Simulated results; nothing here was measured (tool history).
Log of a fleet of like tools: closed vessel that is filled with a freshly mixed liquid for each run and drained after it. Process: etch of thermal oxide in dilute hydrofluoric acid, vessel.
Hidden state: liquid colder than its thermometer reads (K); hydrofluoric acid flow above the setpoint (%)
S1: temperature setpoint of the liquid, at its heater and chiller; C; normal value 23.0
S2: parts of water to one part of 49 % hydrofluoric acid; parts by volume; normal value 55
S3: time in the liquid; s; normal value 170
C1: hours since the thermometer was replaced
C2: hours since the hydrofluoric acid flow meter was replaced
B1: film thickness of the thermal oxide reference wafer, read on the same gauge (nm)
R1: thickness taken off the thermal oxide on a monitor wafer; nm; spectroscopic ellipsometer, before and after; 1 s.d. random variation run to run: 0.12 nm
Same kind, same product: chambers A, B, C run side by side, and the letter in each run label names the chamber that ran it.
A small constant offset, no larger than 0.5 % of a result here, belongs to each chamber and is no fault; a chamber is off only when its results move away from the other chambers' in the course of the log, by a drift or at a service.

run,hour,S1,S2,S3,C1,C2,B1,R1
1C,6.8,23.0,55,170,1383.2,1302.9,29.983,15.222
# hour 14.7: chamber B: hydrofluoric acid flow meter replaced
2A,15.4,23.0,55,170,712.9,377.2,29.985,15.097
3B,20.6,23.0,55,170,516.7,6.0,30.032,14.766
4A,26.1,23.0,55,170,723.6,387.9,30.029,14.891
5B,30.2,23.0,55,170,526.3,15.6,30.004,14.685
6C,38.1,23.0,55,170,1414.5,1334.2,30.025,15.008
7C,45.0,23.0,55,170,1421.4,1341.1,30.020,15.044
8A,49.8,23.0,55,170,747.3,411.6,29.978,14.936
9B,54.3,23.0,55,170,550.4,39.7,30.005,14.877
10B,58.4,23.0,55,170,554.5,43.8,29.999,14.845
11C,63.8,23.0,55,170,1440.2,1359.9,29.980,15.012
12A,70.5,23.0,40,105,768.0,432.3,30.035,12.901
13C,76.4,23.0,40,105,1452.8,1372.5,29.969,13.199
14A,80.6,23.0,40,105,778.1,442.4,29.991,12.775
15B,86.8,23.0,55,170,582.9,72.2,29.991,14.881
16B,93.2,23.0,55,170,589.3,78.6,29.989,14.757
17C,99.4,23.0,65,215,1475.8,1395.5,29.998,15.771
18A,104.7,23.0,65,215,802.2,466.5,30.001,15.251
19B,110.7,23.0,65,215,606.8,96.1,29.970,15.795
20A,115.8,23.0,55,170,813.3,477.6,30.004,14.804
21C,120.0,23.0,55,170,1496.4,1416.1,29.994,14.810
22C,125.2,23.0,55,170,1501.6,1421.3,30.002,14.887
23A,128.9,23.0,55,170,826.4,490.7,29.967,14.689
24B,133.6,23.0,55,170,629.7,119.0,29.970,14.729
25A,138.1,23.0,55,170,835.6,499.9,29.974,14.467
26B,144.7,23.0,55,170,640.8,130.1,30.021,14.887
27C,151.9,23.0,55,170,1528.3,1448.0,30.002,14.946
28B,159.6,23.0,55,170,655.7,145.0,30.028,14.841
29A,163.8,23.0,55,170,861.3,525.6,29.982,14.387
30C,168.6,21.0,70,170,1545.0,1464.7,30.003,10.742
31B,172.9,21.0,70,170,669.0,158.3,29.986,10.475
32C,177.2,21.0,70,170,1553.6,1473.3,29.997,10.640
33A,185.3,23.0,55,170,882.8,547.1,29.959,14.161
34B,191.4,19.5,55,225,687.5,176.8,30.016,16.970
35A,197.7,19.5,55,225,895.2,559.5,29.996,16.354
36C,204.3,19.5,55,225,1580.7,1500.4,29.976,17.349
37A,208.4,23.0,55,170,905.9,570.2,30.002,14.384
38B,212.2,23.0,55,170,708.3,197.6,29.992,14.766
39C,218.8,23.0,55,170,1595.2,1514.9,30.030,15.111
40A,227.1,23.0,55,170,924.6,588.9,29.998,14.136
41C,235.6,27.5,55,170,1612.0,1531.7,29.985,18.227

Predict what each chamber gives when all 3 of them run the settings below next.
42A,241.8,23.0,55,170,,,,?
42B,241.8,23.0,55,170,,,,?
42C,241.8,23.0,55,170,,,,?

run,R1
42A,13.985
42B,15.017
42C,15.004
